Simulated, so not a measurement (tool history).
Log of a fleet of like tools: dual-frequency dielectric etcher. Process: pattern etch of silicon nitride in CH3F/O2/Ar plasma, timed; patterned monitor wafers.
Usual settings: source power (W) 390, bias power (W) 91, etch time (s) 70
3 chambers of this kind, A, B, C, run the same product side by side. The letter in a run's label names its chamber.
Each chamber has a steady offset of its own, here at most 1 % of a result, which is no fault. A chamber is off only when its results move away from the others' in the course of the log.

run	day	source power (W)	bias power (W)	etch time (s)	read-back reference wafer on the same gauge, depth_nm	mean etch depth across the wafer (nm)
1C	0.283	390	91	70	58.817	52.612
2A	0.704	390	91	70	58.787	52.097
3B	1.029	390	91	70	58.794	53.147
4A	1.542	390	91	70	58.808	52.091
5C	2.05	390	91	70	58.833	52.866
6B	2.588	470	72	70	58.807	52.326
7A	2.838	470	72	70	58.767	51.643
8B	3.271	470	72	70	58.79	52.385
9C	3.538	390	91	70	58.802	52.727
10B	4.008	390	91	70	58.802	53.169
11A	4.488	390	91	70	58.808	52.337
12C	4.888	390	91	70	58.768	52.651
# day 4.992: chamber A: wet clean of the chamber
13B	5.321	390	91	58.5	58.81	44.283
# day 5.354: chamber C: wet clean of the chamber
14A	5.833	390	91	58.5	58.763	43.854
15C	6.233	390	91	58.5	58.801	44.169
16C	6.583	390	91	70	58.789	52.71
17A	6.983	390	91	70	58.845	52.345
18B	7.258	390	91	70	58.782	53.113
19B	7.804	310	91	70	58.794	48.794
20A	8.225	310	91	70	58.784	48.13
21C	8.571	310	91	70	58.799	48.378
22C	8.904	470	91	85.5	58.818	69.211
23B	9.171	470	91	85.5	58.79	69.837

What goes on in this fleet: one chamber off, a drifting gauge, or nothing beyond the chambers' own small offsets? Name the chamber and the cause, if any.

No chamber stands off beyond its own small offset, and the gauge holds steady.

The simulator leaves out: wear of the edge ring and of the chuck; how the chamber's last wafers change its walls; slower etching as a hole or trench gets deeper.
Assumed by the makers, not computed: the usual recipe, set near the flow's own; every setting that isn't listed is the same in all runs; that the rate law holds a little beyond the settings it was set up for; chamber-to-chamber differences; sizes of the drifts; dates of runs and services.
